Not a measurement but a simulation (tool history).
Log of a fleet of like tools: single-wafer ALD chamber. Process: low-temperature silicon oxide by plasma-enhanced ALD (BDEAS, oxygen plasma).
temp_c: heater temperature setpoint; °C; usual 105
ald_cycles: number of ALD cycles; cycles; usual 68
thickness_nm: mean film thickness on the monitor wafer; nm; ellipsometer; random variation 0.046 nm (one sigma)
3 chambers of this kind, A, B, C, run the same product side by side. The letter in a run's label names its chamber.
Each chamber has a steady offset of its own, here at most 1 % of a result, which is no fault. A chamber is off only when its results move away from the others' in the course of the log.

run   hour  temp_c  ald_cycles  read-back reference wafer on the same gauge, thickness_nm  thickness_nm
 1B   11.1     105          68                                                     8.2719        9.5161
 2C   21.5     105          68                                                     8.2653        9.6691
 3A   33.9     105          68                                                      8.267        9.6712
 4B   46.7     105          68                                                     8.2674        9.5533
 5A   58.3     105          68                                                     8.2819        9.7059
 6C   68.4     105          68                                                     8.2671        9.7347
 7B   79.7     105          55                                                     8.2639          7.75
 8A   91.5     105          55                                                     8.2699        7.7507
 9C  101.6     105          55                                                     8.2668        7.8081
10A  109.2     105          68                                                     8.2773        9.6383
11B  115.7      98          61                                                     8.2659        8.6318
12C  124.2      98          61                                                     8.2688        8.7986
13A  135.7      98          61                                                     8.2709        8.8353
14C  144.9     105          68                                                      8.264        9.6189
15B  154.6     100          74                                                     8.2734        10.538
16B  162.8     100          74                                                     8.2629        10.533
17C  168.9     100          74                                                     8.2682        10.566
18A  179.5     105          68                                                     8.2719        9.5344
19C  190.4     105          68                                                     8.2647         9.593
20A  196.5     105          68                                                     8.2681        9.5343
     204.8  -- chamber A: thermocouple changed; heater temperature recalibrated
21B  206.5     105          68                                                     8.2714        9.4862
22B  219.3     117          80                                                     8.2763        11.018
23C  232.3     117          80                                                      8.268         11.01
24A    245     117          80                                                     8.2722        11.029

Is one chamber off against the others, does the gauge drift, or is nothing wrong? If a chamber is off, say which, and what the likeliest cause is.

No chamber stands off beyond its own small offset, and the gauge holds steady.
